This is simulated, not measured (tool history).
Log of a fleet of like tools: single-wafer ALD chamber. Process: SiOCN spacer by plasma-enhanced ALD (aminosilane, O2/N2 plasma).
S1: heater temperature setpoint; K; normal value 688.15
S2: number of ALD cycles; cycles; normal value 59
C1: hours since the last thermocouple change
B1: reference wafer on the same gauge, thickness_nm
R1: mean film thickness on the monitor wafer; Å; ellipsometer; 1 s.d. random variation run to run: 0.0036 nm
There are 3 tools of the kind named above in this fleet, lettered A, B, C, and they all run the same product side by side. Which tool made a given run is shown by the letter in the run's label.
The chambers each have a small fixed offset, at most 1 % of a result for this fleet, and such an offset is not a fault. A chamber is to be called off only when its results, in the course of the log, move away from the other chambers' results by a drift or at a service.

run 1C hour=6.2 | S1=688.15 S2=59 | C1=106.5 | B1=3.4592 | R1=34.193
run 2A hour=13.7 | S1=688.15 S2=59 | C1=554.3 | B1=3.4576 | R1=33.953
run 3B hour=20.5 | S1=688.15 S2=59 | C1=654.7 | B1=3.4581 | R1=33.849
run 4A hour=27.7 | S1=688.15 S2=59 | C1=568.3 | B1=3.4576 | R1=33.973
run 5C hour=35.4 | S1=688.15 S2=59 | C1=135.7 | B1=3.457 | R1=34.172
run 6B hour=43.5 | S1=688.15 S2=59 | C1=677.7 | B1=3.4564 | R1=33.841
run 7B hour=48.8 | S1=702.15 S2=67 | C1=683 | B1=3.4559 | R1=36.715
run 8A hour=56.8 | S1=702.15 S2=67 | C1=597.4 | B1=3.4557 | R1=36.784
run 9C hour=61 | S1=702.15 S2=67 | C1=161.3 | B1=3.4559 | R1=37.208
run 10B hour=67.2 | S1=688.15 S2=59 | C1=701.4 | B1=3.4545 | R1=33.772
run 11C hour=71.7 | S1=688.15 S2=59 | C1=172 | B1=3.4541 | R1=34.153
run 12A hour=77.2 | S1=688.15 S2=59 | C1=617.8 | B1=3.4533 | R1=33.895
run 13B hour=82.4 | S1=688.15 S2=59 | C1=716.6 | B1=3.4533 | R1=33.82
run 14C hour=89.1 | S1=688.15 S2=59 | C1=189.4 | B1=3.4532 | R1=34.185
run 15A hour=97 | S1=688.15 S2=59 | C1=637.6 | B1=3.4516 | R1=33.875
run 16B hour=101.6 | S1=688.15 S2=59 | C1=735.8 | B1=3.4523 | R1=33.789
run 17C hour=105.5 | S1=688.15 S2=59 | C1=205.8 | B1=3.4518 | R1=34.183
run 18A hour=113.3 | S1=688.15 S2=59 | C1=653.9 | B1=3.4513 | R1=33.872
run 19B hour=121.4 | S1=688.15 S2=59 | C1=755.6 | B1=3.4499 | R1=33.824
run 20C hour=126.3 | S1=701.15 S2=68 | C1=226.6 | B1=3.4502 | R1=37.736
run 21A hour=133.8 | S1=701.15 S2=68 | C1=674.4 | B1=3.4484 | R1=37.398
run 22A hour=139.8 | S1=701.15 S2=68 | C1=680.4 | B1=3.4486 | R1=37.384
run 23C hour=144.9 | S1=688.15 S2=59 | C1=245.2 | B1=3.4484 | R1=34.088
run 24B hour=149.1 | S1=688.15 S2=59 | C1=783.3 | B1=3.4478 | R1=33.735
run 25C hour=157.5 | S1=688.15 S2=59 | C1=257.8 | B1=3.4481 | R1=34.08
run 26A hour=163.2 | S1=688.15 S2=59 | C1=703.8 | B1=3.4467 | R1=33.851
run 27B hour=170.5 | S1=688.15 S2=59 | C1=804.7 | B1=3.4466 | R1=33.743
run 28B hour=177 | S1=688.15 S2=59 | C1=811.2 | B1=3.4471 | R1=33.752
run 29C hour=185.1 | S1=688.15 S2=59 | C1=285.4 | B1=3.4461 | R1=34.029

For the next run the whole fleet of 3 chambers uses the same settings. Give each chamber's results:
run 30A hour=191.5 | S1=697.15 S2=59 | R1=?
run 30B hour=191.5 | S1=697.15 S2=59 | R1=?
run 30C hour=191.5 | S1=697.15 S2=59 | R1=?

run=30A R1=32.787
run=30B R1=32.821
run=30C R1=33.177
